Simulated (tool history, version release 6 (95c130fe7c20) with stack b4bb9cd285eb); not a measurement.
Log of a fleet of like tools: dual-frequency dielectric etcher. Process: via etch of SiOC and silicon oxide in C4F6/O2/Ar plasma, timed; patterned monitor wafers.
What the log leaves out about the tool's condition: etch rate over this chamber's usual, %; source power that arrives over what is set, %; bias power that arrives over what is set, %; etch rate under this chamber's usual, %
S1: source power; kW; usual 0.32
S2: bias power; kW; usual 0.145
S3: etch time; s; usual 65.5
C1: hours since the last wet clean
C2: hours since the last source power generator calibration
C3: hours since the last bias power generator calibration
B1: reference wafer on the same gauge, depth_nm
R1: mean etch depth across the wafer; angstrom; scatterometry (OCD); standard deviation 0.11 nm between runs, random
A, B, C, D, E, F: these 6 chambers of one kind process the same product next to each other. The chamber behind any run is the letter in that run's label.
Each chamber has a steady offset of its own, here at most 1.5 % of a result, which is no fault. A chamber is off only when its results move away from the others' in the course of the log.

run   hour    S1     S2    S3     C1      C2      C3      B1      R1
 1C    4.7  0.32  0.145  65.5   15.7  1261.6   449.8  64.425  639.35
 2E    9.4  0.32  0.145  65.5  128.6  1582.9   143.9   64.43   641.3
 3B   13.9  0.32  0.145  65.5  368.1     966  1502.7  64.441  641.39
      17.1  -- chamber F: wet clean of the chamber
 4D   19.1  0.32  0.145  65.5   81.6  1086.2  2061.8  64.439  625.24
 5A   21.6  0.32   0.17  65.5    427  1285.2  1624.1  64.444  660.93
 6F     27  0.32   0.17  65.5     10  1459.6  1771.2  64.484  663.94
 7C   32.7  0.32   0.17  65.5   43.7  1289.6   477.8  64.482  672.53
      34.7  -- chamber B: wet clean of the chamber
 8E   35.4  0.32   0.17  65.5  154.6  1608.9   169.9  64.517  674.37
 9F   40.3  0.32   0.17  65.5   23.3  1472.9  1784.5  64.484  664.69
10B     43  0.32   0.17  65.5    8.4   995.1  1531.8  64.539  676.55
11D   47.6  0.32  0.145  65.5  110.1  1114.7  2090.3  64.511  626.13
12A   50.9  0.32  0.145  65.5  456.3  1314.5  1653.4  64.519  629.76
13A   54.4  0.32  0.145  65.5  459.8    1318  1656.9  64.547  629.77
14C   60.1  0.32  0.145  65.5   71.1    1317   505.2  64.569  639.23
15F   65.5  0.32  0.145  65.5   48.5  1498.1  1809.7  64.578  629.87
16D   70.1  0.32  0.145  65.5  132.6  1137.2  2112.8  64.587  627.71
17B   74.2  0.32  0.145  65.5   39.6  1026.3    1563  64.587  643.16
18E   79.9  0.29  0.145  65.5  199.1  1653.4   214.4  64.613  619.05
19A   83.2  0.29  0.145  65.5  488.6  1346.8  1685.7  64.616  605.49
20D   88.5  0.29  0.145  65.5    151  1155.6  2131.2  64.635  602.48
21C   91.3  0.29  0.145  65.5  102.3  1348.2   536.4  64.642  616.95
22B   95.5  0.29  0.145  65.5   60.9  1047.6  1584.3  64.642  618.54
23F   98.7  0.29  0.145  65.5   81.7  1531.3  1842.9  64.648  607.54
24E  103.5  0.32  0.145  65.5  222.7    1677     238  64.665  644.16
25E  108.4  0.32  0.145  65.5  227.6  1681.9   242.9  64.669  644.52
26F  112.8  0.32  0.145    75   95.8  1545.4    1857  64.674  724.27
27C  117.4  0.32  0.145    75  128.4  1374.3   562.5  64.691  733.77
28D  121.1  0.32  0.145    75  183.6  1188.2  2163.8  64.697  717.93
29B  125.1  0.32  0.145    75   90.5  1077.2  1613.9  64.693  739.09
30A  128.8  0.32  0.145    75  534.2  1392.4  1731.3  64.719  721.95
31C  134.1  0.32  0.145    75  145.1    1391   579.2  64.766  737.24
32A  138.6  0.32  0.145  65.5    544  1402.2  1741.1  64.739   631.1
33B  141.5  0.32  0.145  65.5  106.9  1093.6  1630.3  64.758  644.25
34E    144  0.28  0.131  65.5  263.2  1717.5   278.5  64.772  592.91
35F  149.7  0.28  0.131  65.5  132.7  1582.3  1893.9  64.779  582.53
36D  153.8  0.28  0.131  65.5  216.3  1220.9  2196.5  64.752  578.19
37C  157.2  0.28  0.131  65.5  168.2  1414.1   602.3  64.811  590.46
38E  162.2  0.28  0.131  65.5  281.4  1735.7   296.7  64.801  595.39
     164.4  -- chamber A: wet clean of the chamber
39A  164.7  0.28  0.131  65.5    0.3  1428.3  1767.2  64.832  582.89
40D  168.9  0.32  0.145  65.5  231.4    1236  2211.6  64.826  629.27
41F  171.6  0.32  0.145  65.5  154.6  1604.2  1915.8  64.823  634.26

Decide between three cases: one chamber stands off from its peers, the gauge reading all wafers drifts, or nothing is wrong past each chamber's small offset. Where a chamber is off, say which and what most likely put it there.

The gauge drifts, so all chambers seem to drift together. No chamber is off.
Most likely cause: gauge reads high (%) = 0.696.
